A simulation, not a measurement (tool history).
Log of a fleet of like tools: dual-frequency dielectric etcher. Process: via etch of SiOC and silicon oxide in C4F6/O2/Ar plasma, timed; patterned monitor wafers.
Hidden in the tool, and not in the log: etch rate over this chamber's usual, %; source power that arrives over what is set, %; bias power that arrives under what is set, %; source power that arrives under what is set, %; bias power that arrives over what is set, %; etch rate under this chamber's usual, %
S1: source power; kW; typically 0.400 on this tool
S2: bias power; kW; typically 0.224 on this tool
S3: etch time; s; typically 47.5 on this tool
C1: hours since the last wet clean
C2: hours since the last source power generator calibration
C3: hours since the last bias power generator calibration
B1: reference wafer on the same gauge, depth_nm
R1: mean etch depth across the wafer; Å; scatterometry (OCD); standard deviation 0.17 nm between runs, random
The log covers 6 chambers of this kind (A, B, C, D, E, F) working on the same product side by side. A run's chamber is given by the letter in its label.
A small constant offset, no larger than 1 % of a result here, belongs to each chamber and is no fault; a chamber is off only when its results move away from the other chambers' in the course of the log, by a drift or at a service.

run   hour     S1     S2    S3     C1      C2      C3      B1      R1
 1C   12.6  0.400  0.224  47.5  543.3  3111.7  3904.4  64.346  570.69
 2A   24.1  0.400  0.224  47.5  361.5  1238.1   708.5  64.336  576.94
 3B   36.9  0.400  0.224  47.5  319.4   403.8  1307.5  64.344  574.80
      44.6  -- chamber B: wet clean of the chamber
 4F   46.1  0.400  0.224  47.5  252.5   462.1  2230.6  64.279  570.38
 5E   59.7  0.400  0.224  47.5   72.2  1643.0   700.8  64.286  579.48
 6D   73.0  0.400  0.224  47.5  480.0  2474.3   217.8  64.285  580.56
      79.0  -- chamber D: wet clean of the chamber
 7D   87.3  0.400  0.224  47.5    8.3  2488.6   232.1  64.284  579.81
 8C  100.3  0.400  0.224  47.5  631.0  3199.4  3992.1  64.337  570.95
 9B  112.1  0.400  0.224  47.5   67.6   479.0  1382.7  64.276  572.76
     115.6  -- chamber C: wet clean of the chamber
10A  126.7  0.400  0.224  42.5  464.1  1340.7   811.1  64.262  513.11
     133.2  -- chamber E: source power generator calibrated
11F  139.7  0.400  0.224  42.5  346.1   555.7  2324.2  64.280  513.26
     144.8  -- chamber F: wet clean of the chamber
12E  149.5  0.400  0.224  42.5  162.0    16.3   790.6  64.266  515.04
13D  160.5  0.400  0.224  42.5   81.5  2561.8   305.3  64.307  518.12
14C  171.6  0.400  0.224  42.5   56.0  3270.7  4063.4  64.273  510.51
15E  182.7  0.400  0.224  42.5  195.2    49.5   823.8  64.311  516.61
16B  190.0  0.400  0.224  47.5  145.5   556.9  1460.6  64.309  572.70
17A  197.3  0.400  0.224  47.5  534.7  1411.3   881.7  64.329  576.43
18F  209.9  0.400  0.224  47.5   65.1   625.9  2394.4  64.285  550.93
     212.4  -- chamber A: wet clean of the chamber
19A  221.9  0.400  0.224  47.5    9.6  1435.9   906.3  64.260  574.65
20B  233.9  0.400  0.224  47.5  189.4   600.8  1504.5  64.261  573.48
21D  248.5  0.400  0.224  47.5  169.5  2649.8   393.3  64.331  581.07
22E  261.0  0.400  0.224  47.5  273.5   127.8   902.1  64.322  574.29
23F  273.0  0.400  0.224  47.5  128.2   689.0  2457.5  64.303  554.09
24C  279.3  0.400  0.224  47.5  163.7  3378.4  4171.1  64.300  572.55
25F  286.1  0.400  0.224  47.5  141.3   702.1  2470.6  64.285  552.91
26A  298.5  0.310  0.244  47.5   86.2  1512.5   982.9  64.299  536.99
27E  310.2  0.310  0.244  47.5  322.7   177.0   951.3  64.312  536.60
28B  320.9  0.310  0.244  47.5  276.4   687.8  1591.5  64.285  535.39
29C  333.2  0.310  0.244  47.5  217.6  3432.3  4225.0  64.246  538.65
30D  342.2  0.310  0.244  47.5  263.2  2743.5   487.0  64.337  542.74
31B  350.9  0.310  0.244  47.5  306.4   717.8  1621.5  64.253  538.37
32E  359.6  0.400  0.224  47.5  372.1   226.4  1000.7  64.257  576.70
33F  369.4  0.400  0.224  47.5  224.6   785.4  2553.9  64.293  554.12
34C  380.3  0.400  0.224  47.5  264.7  3479.4  4272.1  64.311  573.78
35A  391.3  0.400  0.224  47.5  179.0  1605.3  1075.7  64.279  575.99
36D  399.0  0.400  0.224  47.5  320.0  2800.3   543.8  64.289  579.46
37A  409.3  0.400  0.270  47.5  197.0  1623.3  1093.7  64.306  609.15

Has any chamber moved away from the others, gradually or after a service, or does the common gauge drift, or do the chambers differ only by their own small steady offsets? State the chamber and the most likely cause if one applies.

A service left chamber F off against the others.
Likeliest cause: etch rate under this chamber's usual, % = 3.48.

Chamber F could run next with any of the 4 candidate recipes listed below; each alters the usual settings, and their results appear as question marks. Which one brings its results back in line with what the other chambers deliver on the usual settings?
Allowed miss from the other chambers' usual-settings mean, per result, to count as in line: R1 6.10 Å
38F-1  419.8  0.390  0.221  45.0                   ?
38F-2  419.8  0.400  0.224  45.5                   ?
38F-3  419.8  0.410  0.224  50.5                   ?
38F-4  419.8  0.400  0.226  49.5                   ?

Average result of the remaining chambers running the usual settings: R1 575.30 Å
  run      R1
38F-1  516.46
38F-2  529.60
38F-3  593.29
38F-4  577.89
With 38F-4, the chamber falls back in line with the rest.
